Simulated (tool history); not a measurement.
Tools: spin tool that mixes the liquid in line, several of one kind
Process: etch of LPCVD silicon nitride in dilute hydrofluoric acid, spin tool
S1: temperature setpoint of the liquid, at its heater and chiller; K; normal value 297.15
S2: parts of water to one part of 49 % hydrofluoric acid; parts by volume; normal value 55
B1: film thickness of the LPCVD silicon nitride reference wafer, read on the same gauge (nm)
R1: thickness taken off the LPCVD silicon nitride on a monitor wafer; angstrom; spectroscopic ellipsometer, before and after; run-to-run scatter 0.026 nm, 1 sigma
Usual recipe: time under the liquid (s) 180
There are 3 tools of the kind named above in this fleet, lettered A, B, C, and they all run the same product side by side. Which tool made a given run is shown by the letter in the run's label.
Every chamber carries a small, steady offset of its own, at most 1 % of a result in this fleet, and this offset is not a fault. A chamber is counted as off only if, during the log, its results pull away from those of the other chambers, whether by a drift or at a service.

{"run": "1C", "hour": 6.2, "S1": 297.15, "S2": 55, "time under the liquid (s)": 180, "B1": 80.025, "R1": 15.397}
{"run": "2A", "hour": 13.4, "S1": 297.15, "S2": 55, "time under the liquid (s)": 180, "B1": 80.014, "R1": 15.683}
{"run": "3B", "hour": 19.5, "S1": 297.15, "S2": 55, "time under the liquid (s)": 180, "B1": 79.992, "R1": 15.033}
{"run": "4B", "hour": 29.7, "S1": 297.15, "S2": 55, "time under the liquid (s)": 180, "B1": 79.99, "R1": 15.43}
{"run": "5A", "hour": 39.2, "S1": 297.15, "S2": 55, "time under the liquid (s)": 180, "B1": 80.004, "R1": 15.79}
{"run": "6C", "hour": 44.4, "S1": 294.15, "S2": 55, "time under the liquid (s)": 180, "B1": 80.012, "R1": 12.915}
{"run": "7C", "hour": 51.1, "S1": 294.15, "S2": 55, "time under the liquid (s)": 180, "B1": 80.001, "R1": 12.564}
{"run": "8A", "hour": 59.9, "S1": 294.15, "S2": 55, "time under the liquid (s)": 180, "B1": 79.99, "R1": 12.756}
{"run": "9B", "hour": 70.9, "S1": 297.15, "S2": 65, "time under the liquid (s)": 180, "B1": 80.005, "R1": 13.212}
{"run": "10C", "hour": 75.8, "S1": 297.15, "S2": 65, "time under the liquid (s)": 180, "B1": 79.975, "R1": 13.67}
{"run": "11B", "hour": 86.6, "S1": 297.15, "S2": 65, "time under the liquid (s)": 180, "B1": 80.005, "R1": 13.098}
{"run": "12A", "hour": 91.7, "S1": 297.15, "S2": 55, "time under the liquid (s)": 180, "B1": 80.003, "R1": 15.305}
{"run": "13B", "hour": 98.4, "S1": 297.15, "S2": 35, "time under the liquid (s)": 85, "B1": 80.001, "R1": 11.204}
{"run": "14A", "hour": 107.4, "S1": 297.15, "S2": 35, "time under the liquid (s)": 85, "B1": 80.017, "R1": 11.114}
{"hour": 116.3, "done": "chamber C: hydrofluoric acid flow meter replaced"}
{"run": "15C", "hour": 118.6, "S1": 297.15, "S2": 35, "time under the liquid (s)": 85, "B1": 79.996, "R1": 11.294}
{"run": "16B", "hour": 125.3, "S1": 297.15, "S2": 55, "time under the liquid (s)": 180, "B1": 80.02, "R1": 15.502}
{"run": "17C", "hour": 134.3, "S1": 300.65, "S2": 35, "time under the liquid (s)": 180, "B1": 79.972, "R1": 30.706}
{"run": "18A", "hour": 141.6, "S1": 300.65, "S2": 35, "time under the liquid (s)": 180, "B1": 79.977, "R1": 29.021}
{"run": "19A", "hour": 149.3, "S1": 300.65, "S2": 35, "time under the liquid (s)": 180, "B1": 79.99, "R1": 28.806}
{"run": "20B", "hour": 159.9, "S1": 297.15, "S2": 55, "time under the liquid (s)": 180, "B1": 80.02, "R1": 15.128}
{"run": "21C", "hour": 165.4, "S1": 297.15, "S2": 55, "time under the liquid (s)": 180, "B1": 80.002, "R1": 15.387}
{"run": "22B", "hour": 175.6, "S1": 293.15, "S2": 55, "time under the liquid (s)": 180, "B1": 79.987, "R1": 11.607}
{"run": "23A", "hour": 186.1, "S1": 293.15, "S2": 55, "time under the liquid (s)": 180, "B1": 79.982, "R1": 11.342}
{"run": "24C", "hour": 195.4, "S1": 293.15, "S2": 55, "time under the liquid (s)": 180, "B1": 80.012, "R1": 11.739}
{"run": "25A", "hour": 204.9, "S1": 297.15, "S2": 55, "time under the liquid (s)": 180, "B1": 79.987, "R1": 14.655}
{"run": "26B", "hour": 214.0, "S1": 297.15, "S2": 55, "time under the liquid (s)": 180, "B1": 79.995, "R1": 15.218}
{"run": "27C", "hour": 224.1, "S1": 297.15, "S2": 55, "time under the liquid (s)": 180, "B1": 80.001, "R1": 15.276}
{"run": "28C", "hour": 229.3, "S1": 297.15, "S2": 55, "time under the liquid (s)": 180, "B1": 80.005, "R1": 15.577}
{"run": "29B", "hour": 236.2, "S1": 297.15, "S2": 55, "time under the liquid (s)": 180, "B1": 80.018, "R1": 15.216}
{"run": "30A", "hour": 245.7, "S1": 297.15, "S2": 55, "time under the liquid (s)": 180, "B1": 80.026, "R1": 13.862}
{"run": "31B", "hour": 252.0, "S1": 297.15, "S2": 55, "time under the liquid (s)": 180, "B1": 80.023, "R1": 15.615}
{"run": "32A", "hour": 257.4, "S1": 297.15, "S2": 55, "time under the liquid (s)": 180, "B1": 79.985, "R1": 14.033}
{"run": "33C", "hour": 265.7, "S1": 297.15, "S2": 55, "time under the liquid (s)": 180, "B1": 79.988, "R1": 15.438}
{"run": "34B", "hour": 273.0, "S1": 297.15, "S2": 55, "time under the liquid (s)": 180, "B1": 80.018, "R1": 15.093}
{"run": "35A", "hour": 282.1, "S1": 297.15, "S2": 55, "time under the liquid (s)": 180, "B1": 79.996, "R1": 13.549}
{"run": "36C", "hour": 292.2, "S1": 297.15, "S2": 55, "time under the liquid (s)": 180, "B1": 79.988, "R1": 15.233}
{"run": "37A", "hour": 301.0, "S1": 297.15, "S2": 55, "time under the liquid (s)": 180, "B1": 80.005, "R1": 13.33}
{"run": "38C", "hour": 309.1, "S1": 297.15, "S2": 55, "time under the liquid (s)": 180, "B1": 79.988, "R1": 15.776}

Which is it: a chamber that has drifted or been left off by a service, a gauge drift common to all chambers, or only each chamber's usual small offset? If a chamber is off, name it and its likeliest cause.

Little by little, chamber A moves away from the other chambers.
What lies behind it: liquid colder than its thermometer reads (K) = 2.2.
The log might look much the same if the cause were instead: hydrofluoric acid flow below the setpoint (%).

Below are 4 candidate recipes for chamber A's next run, each the usual settings with a change, their results shown as question marks. Which of them brings A's results back in line with what the other chambers give on the usual settings?
Counts as in line when no further than this from what the other chambers average on the usual settings: R1 0.91 angstrom
{"run": "39A-1", "hour": 317.3, "S1": 297.15, "S2": 55, "time under the liquid (s)": 155, "R1": "?"}
{"run": "39A-2", "hour": 317.3, "S1": 297.15, "S2": 55, "time under the liquid (s)": 185, "R1": "?"}
{"run": "39A-3", "hour": 317.3, "S1": 297.15, "S2": 55, "time under the liquid (s)": 175, "R1": "?"}
{"run": "39A-4", "hour": 317.3, "S1": 297.15, "S2": 50, "time under the liquid (s)": 190, "R1": "?"}

Average result of the remaining chambers running the usual settings: R1 15.53 angstrom
run=39A-1 R1=11.694
run=39A-2 R1=13.958
run=39A-3 R1=13.203
run=39A-4 R1=15.715
The right change is 39A-4: it brings the chamber back within the allowed miss of the others.
